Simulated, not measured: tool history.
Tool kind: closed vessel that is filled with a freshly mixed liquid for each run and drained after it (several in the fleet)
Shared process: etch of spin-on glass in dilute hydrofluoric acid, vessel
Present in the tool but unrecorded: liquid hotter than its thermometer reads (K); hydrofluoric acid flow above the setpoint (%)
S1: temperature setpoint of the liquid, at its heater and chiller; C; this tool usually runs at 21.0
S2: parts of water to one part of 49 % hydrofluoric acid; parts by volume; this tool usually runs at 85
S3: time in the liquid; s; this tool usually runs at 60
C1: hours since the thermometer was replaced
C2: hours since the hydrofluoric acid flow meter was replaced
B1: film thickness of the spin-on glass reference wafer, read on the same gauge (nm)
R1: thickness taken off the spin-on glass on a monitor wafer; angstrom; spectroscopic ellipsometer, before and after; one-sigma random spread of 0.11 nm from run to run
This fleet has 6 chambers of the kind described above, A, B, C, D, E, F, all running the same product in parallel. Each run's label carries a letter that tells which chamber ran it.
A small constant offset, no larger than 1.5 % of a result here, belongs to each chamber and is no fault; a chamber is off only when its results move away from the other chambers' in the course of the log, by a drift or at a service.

run,hour,S1,S2,S3,C1,C2,B1,R1
1E,5.0,21.0,85,60,933.8,1358.8,90.005,155.93
2C,10.2,21.0,85,60,536.8,908.3,90.002,155.04
3F,20.7,21.0,85,60,963.1,170.8,90.011,154.60
4A,27.9,21.0,85,60,933.9,1372.6,90.002,156.45
5B,37.1,21.0,85,60,562.8,769.5,90.008,156.51
6D,46.0,23.5,85,40,581.3,138.3,89.979,113.19
7B,54.3,23.5,85,40,580.0,786.7,90.014,116.54
8F,64.1,23.5,85,40,1006.5,214.2,89.985,113.72
9C,74.5,23.5,85,40,601.1,972.6,90.001,115.46
10A,85.3,23.5,85,40,991.3,1430.0,89.996,115.05
11E,90.5,23.5,85,40,1019.3,1444.3,90.024,114.86
12D,100.7,21.0,85,60,636.0,193.0,90.015,152.38
13C,111.6,21.0,85,60,638.2,1009.7,90.019,153.26
14D,117.0,21.0,85,75,652.3,209.3,89.988,189.57
15B,126.4,21.0,85,75,652.1,858.8,90.025,193.24
16E,134.6,21.0,85,75,1063.4,1488.4,89.993,192.29
17A,145.3,21.0,85,75,1051.3,1490.0,89.981,199.16
18F,151.3,21.0,85,75,1093.7,301.4,89.992,194.35
19E,157.4,21.0,85,75,1086.2,1511.2,90.003,193.72
20A,166.4,21.0,85,60,1072.4,1511.1,89.962,159.00
21F,172.7,21.0,85,60,1115.1,322.8,89.997,154.10
22D,183.3,21.0,85,60,718.6,275.6,90.000,154.13
23B,189.8,21.0,85,60,715.5,922.2,90.011,156.11
24C,200.0,18.5,85,45,726.6,1098.1,89.961,106.90
25D,210.8,18.5,85,45,746.1,303.1,89.994,103.86
26C,215.7,18.5,85,45,742.3,1113.8,89.999,104.30
27E,221.5,18.5,85,45,1150.3,1575.3,89.980,103.89
28F,232.5,18.5,85,45,1174.9,382.6,89.991,105.20
29B,242.4,18.5,85,45,768.1,974.8,89.991,107.27
# hour 245.4: chamber B: hydrofluoric acid flow meter replaced
30A,253.1,21.0,85,60,1159.1,1597.8,89.999,161.33
31C,262.0,21.0,85,60,788.6,1160.1,89.986,154.70
32F,270.6,24.0,55,60,1213.0,420.7,89.987,286.75
33B,280.9,24.0,55,60,806.6,35.5,89.995,283.73
34E,289.9,24.0,55,60,1218.7,1643.7,89.979,283.98
35D,298.5,24.0,55,60,833.8,390.8,90.024,275.36
36A,304.4,24.0,55,60,1210.4,1649.1,89.999,301.12

One chamber off, gauge drift, or nothing amiss beyond the chambers' own small offsets? If it is a chamber, which one, and what is the likeliest cause?

One chamber, A, drifts off from the rest bit by bit.
Cause: hydrofluoric acid flow above the setpoint (%) = 6.51.
The log might look much the same if the cause were instead: liquid hotter than its thermometer reads (K).

Below are 4 candidate recipes for chamber A's next run, each the usual settings with a change, their results shown as question marks. Which of them brings A's results back in line with what the other chambers give on the usual settings?
Maximum distance from the other chambers' mean on the usual settings for a result to count as in line: R1 3.80 angstrom
37A-1,312.3,23.0,85,60,,,,?
37A-2,312.3,20.5,95,60,,,,?
37A-3,312.3,24.5,85,60,,,,?
37A-4,312.3,21.0,90,60,,,,?

Average result of the remaining chambers running the usual settings: R1 154.80 angstrom
run,R1
37A-1,180.35
37A-2,144.49
37A-3,191.44
37A-4,156.39
The answer is 37A-4, which returns the chamber to within the allowed miss of the others.
